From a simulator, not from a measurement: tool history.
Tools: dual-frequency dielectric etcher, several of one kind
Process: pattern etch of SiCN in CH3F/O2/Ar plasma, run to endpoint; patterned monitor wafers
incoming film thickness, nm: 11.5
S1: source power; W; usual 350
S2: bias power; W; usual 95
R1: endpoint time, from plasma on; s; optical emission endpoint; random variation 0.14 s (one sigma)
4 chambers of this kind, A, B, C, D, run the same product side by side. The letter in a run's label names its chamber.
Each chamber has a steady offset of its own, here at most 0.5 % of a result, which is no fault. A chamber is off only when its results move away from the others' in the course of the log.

run 1B hour=15.1 | S1=350 S2=95 | R1=29.061
run 2C hour=23.4 | S1=350 S2=95 | R1=28.823
run 3D hour=30.9 | S1=350 S2=95 | R1=29.139
run 4A hour=39.7 | S1=350 S2=95 | R1=28.842
-- hour=41.5 chamber A: wet clean of the chamber
run 5D hour=52.1 | S1=350 S2=95 | R1=29.41
run 6B hour=60 | S1=350 S2=95 | R1=28.924
run 7C hour=74.7 | S1=350 S2=95 | R1=29.16
run 8A hour=87.6 | S1=350 S2=95 | R1=29.097
run 9D hour=103.1 | S1=350 S2=95 | R1=29.359
run 10B hour=110.2 | S1=440 S2=77 | R1=28.74
run 11A hour=118.5 | S1=440 S2=77 | R1=28.858
run 12C hour=131.3 | S1=440 S2=77 | R1=28.8
run 13C hour=138.7 | S1=440 S2=77 | R1=28.626
run 14B hour=152.9 | S1=350 S2=95 | R1=28.982
run 15A hour=167.3 | S1=350 S2=95 | R1=29.073
run 16D hour=177.6 | S1=350 S2=95 | R1=28.86
run 17B hour=187 | S1=350 S2=95 | R1=29.01
run 18A hour=196.3 | S1=350 S2=95 | R1=28.954
run 19D hour=207.2 | S1=350 S2=95 | R1=29.093
run 20C hour=219.5 | S1=350 S2=95 | R1=28.885
-- hour=224.9 chamber B: wet clean of the chamber
run 21A hour=227.3 | S1=350 S2=95 | R1=28.753
run 22D hour=241.2 | S1=350 S2=95 | R1=28.638
-- hour=246.4 chamber C: source power generator calibrated
run 23C hour=248.8 | S1=350 S2=95 | R1=28.971
run 24B hour=258 | S1=350 S2=95 | R1=29.283
run 25B hour=268.2 | S1=350 S2=95 | R1=29.02
-- hour=274.8 chamber B: source power generator calibrated
run 26D hour=281.3 | S1=350 S2=95 | R1=28.716
run 27C hour=293.3 | S1=350 S2=95 | R1=29.013
run 28A hour=306 | S1=350 S2=95 | R1=29.098
run 29B hour=322.1 | S1=400 S2=82 | R1=29.166
run 30A hour=337.8 | S1=400 S2=82 | R1=29.111
run 31D hour=348.2 | S1=400 S2=82 | R1=28.536
run 32C hour=360.4 | S1=400 S2=82 | R1=29.115

All 4 chambers run these settings next. Forecast each chamber's results:
run 33A hour=372.1 | S1=350 S2=72 | R1=?
run 33B hour=372.1 | S1=350 S2=72 | R1=?
run 33C hour=372.1 | S1=350 S2=72 | R1=?
run 33D hour=372.1 | S1=350 S2=72 | R1=?

run=33A R1=32.044
run=33B R1=31.986
run=33C R1=32.094
run=33D R1=31.424
